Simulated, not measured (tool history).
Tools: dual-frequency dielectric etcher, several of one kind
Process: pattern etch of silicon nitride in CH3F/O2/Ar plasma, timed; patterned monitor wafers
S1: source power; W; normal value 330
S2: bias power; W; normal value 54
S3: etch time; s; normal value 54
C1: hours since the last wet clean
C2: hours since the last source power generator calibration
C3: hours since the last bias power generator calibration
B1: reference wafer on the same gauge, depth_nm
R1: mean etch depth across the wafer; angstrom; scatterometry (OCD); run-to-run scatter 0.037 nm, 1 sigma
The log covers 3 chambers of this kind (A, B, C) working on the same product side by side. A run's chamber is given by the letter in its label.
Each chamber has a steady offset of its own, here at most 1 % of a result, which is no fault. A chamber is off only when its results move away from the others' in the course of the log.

run 1A hour=2.7 | S1=330 S2=54 S3=54 | C1=296.7 C2=2710.6 C3=1530.1 | B1=28.8 | R1=321.47
run 2B hour=4.9 | S1=330 S2=54 S3=54 | C1=487.7 C2=2768.3 C3=1907.8 | B1=28.793 | R1=317.75
run 3C hour=7.2 | S1=330 S2=54 S3=54 | C1=53.9 C2=1104.6 C3=1762.4 | B1=28.787 | R1=320.38
run 4B hour=12.1 | S1=330 S2=54 S3=54 | C1=494.9 C2=2775.5 C3=1915 | B1=28.792 | R1=317.6
run 5C hour=15.8 | S1=330 S2=54 S3=54 | C1=62.5 C2=1113.2 C3=1771 | B1=28.787 | R1=320.54
-- hour=18.1 chamber B: wet clean of the chamber
run 6A hour=20.3 | S1=330 S2=54 S3=47 | C1=314.3 C2=2728.2 C3=1547.7 | B1=28.778 | R1=279.69
run 7C hour=23.4 | S1=330 S2=54 S3=47 | C1=70.1 C2=1120.8 C3=1778.6 | B1=28.773 | R1=278.67
run 8B hour=27.4 | S1=330 S2=54 S3=47 | C1=9.4 C2=2790.8 C3=1930.3 | B1=28.767 | R1=276.51
run 9A hour=30.9 | S1=330 S2=54 S3=54 | C1=324.9 C2=2738.8 C3=1558.3 | B1=28.762 | R1=320.24
run 10A hour=34.4 | S1=330 S2=54 S3=54 | C1=328.4 C2=2742.3 C3=1561.8 | B1=28.765 | R1=321.41
run 11C hour=36.7 | S1=330 S2=44 S3=54 | C1=83.4 C2=1134.1 C3=1791.9 | B1=28.755 | R1=299.13
run 12B hour=39.4 | S1=330 S2=44 S3=54 | C1=21.4 C2=2802.8 C3=1942.3 | B1=28.749 | R1=297.69
run 13A hour=42 | S1=330 S2=44 S3=54 | C1=336 C2=2749.9 C3=1569.4 | B1=28.755 | R1=300.95
run 14B hour=44.9 | S1=330 S2=54 S3=54 | C1=26.9 C2=2808.3 C3=1947.8 | B1=28.755 | R1=317.83
run 15C hour=47.4 | S1=330 S2=54 S3=54 | C1=94.1 C2=1144.8 C3=1802.6 | B1=28.742 | R1=319.45
run 16A hour=50.5 | S1=330 S2=54 S3=54 | C1=344.5 C2=2758.4 C3=1577.9 | B1=28.743 | R1=320.95
run 17C hour=52.8 | S1=330 S2=54 S3=54 | C1=99.5 C2=1150.2 C3=1808 | B1=28.734 | R1=319.78
run 18B hour=57.1 | S1=330 S2=54 S3=54 | C1=39.1 C2=2820.5 C3=1960 | B1=28.732 | R1=316.95
run 19C hour=60.7 | S1=370 S2=54 S3=40.5 | C1=107.4 C2=1158.1 C3=1815.9 | B1=28.734 | R1=249.69
run 20A hour=63.5 | S1=370 S2=54 S3=40.5 | C1=357.5 C2=2771.4 C3=1590.9 | B1=28.719 | R1=252.03
run 21B hour=66 | S1=370 S2=54 S3=40.5 | C1=48 C2=2829.4 C3=1968.9 | B1=28.714 | R1=249.25
run 22B hour=68.7 | S1=330 S2=54 S3=54 | C1=50.7 C2=2832.1 C3=1971.6 | B1=28.712 | R1=317.51
run 23A hour=73.6 | S1=330 S2=54 S3=54 | C1=367.6 C2=2781.5 C3=1601 | B1=28.709 | R1=320.75
run 24C hour=75.9 | S1=330 S2=54 S3=54 | C1=122.6 C2=1173.3 C3=1831.1 | B1=28.711 | R1=319.91
run 25B hour=80.7 | S1=330 S2=54 S3=54 | C1=62.7 C2=2844.1 C3=1983.6 | B1=28.699 | R1=316.43
run 26A hour=83.7 | S1=330 S2=54 S3=54 | C1=377.7 C2=2791.6 C3=1611.1 | B1=28.696 | R1=320.3
run 27C hour=87.5 | S1=330 S2=54 S3=54 | C1=134.2 C2=1184.9 C3=1842.7 | B1=28.7 | R1=319.19
run 28C hour=90.5 | S1=330 S2=54 S3=54 | C1=137.2 C2=1187.9 C3=1845.7 | B1=28.685 | R1=319.36
run 29A hour=94.1 | S1=330 S2=54 S3=54 | C1=388.1 C2=2802 C3=1621.5 | B1=28.684 | R1=320.85
run 30B hour=96.4 | S1=330 S2=54 S3=54 | C1=78.4 C2=2859.8 C3=1999.3 | B1=28.691 | R1=316.88
run 31C hour=101.1 | S1=330 S2=54 S3=54 | C1=147.8 C2=1198.5 C3=1856.3 | B1=28.677 | R1=319.12
run 32A hour=103.2 | S1=330 S2=54 S3=54 | C1=397.2 C2=2811.1 C3=1630.6 | B1=28.67 | R1=320.24
run 33B hour=105.6 | S1=330 S2=54 S3=54 | C1=87.6 C2=2869 C3=2008.5 | B1=28.67 | R1=316.73
run 34A hour=107.8 | S1=270 S2=54 S3=47 | C1=401.8 C2=2815.7 C3=1635.2 | B1=28.667 | R1=257.72
run 35C hour=110.7 | S1=270 S2=54 S3=47 | C1=157.4 C2=1208.1 C3=1865.9 | B1=28.667 | R1=257.45

All chambers now run identical settings, listed one chamber a line with results as question marks. What results will each chamber show?
run 36A hour=114.2 | S1=390 S2=54 S3=54 | R1=?
run 36B hour=114.2 | S1=390 S2=54 S3=54 | R1=?
run 36C hour=114.2 | S1=390 S2=54 S3=54 | R1=?

run=36A R1=342.1
run=36B R1=336.95
run=36C R1=339.22
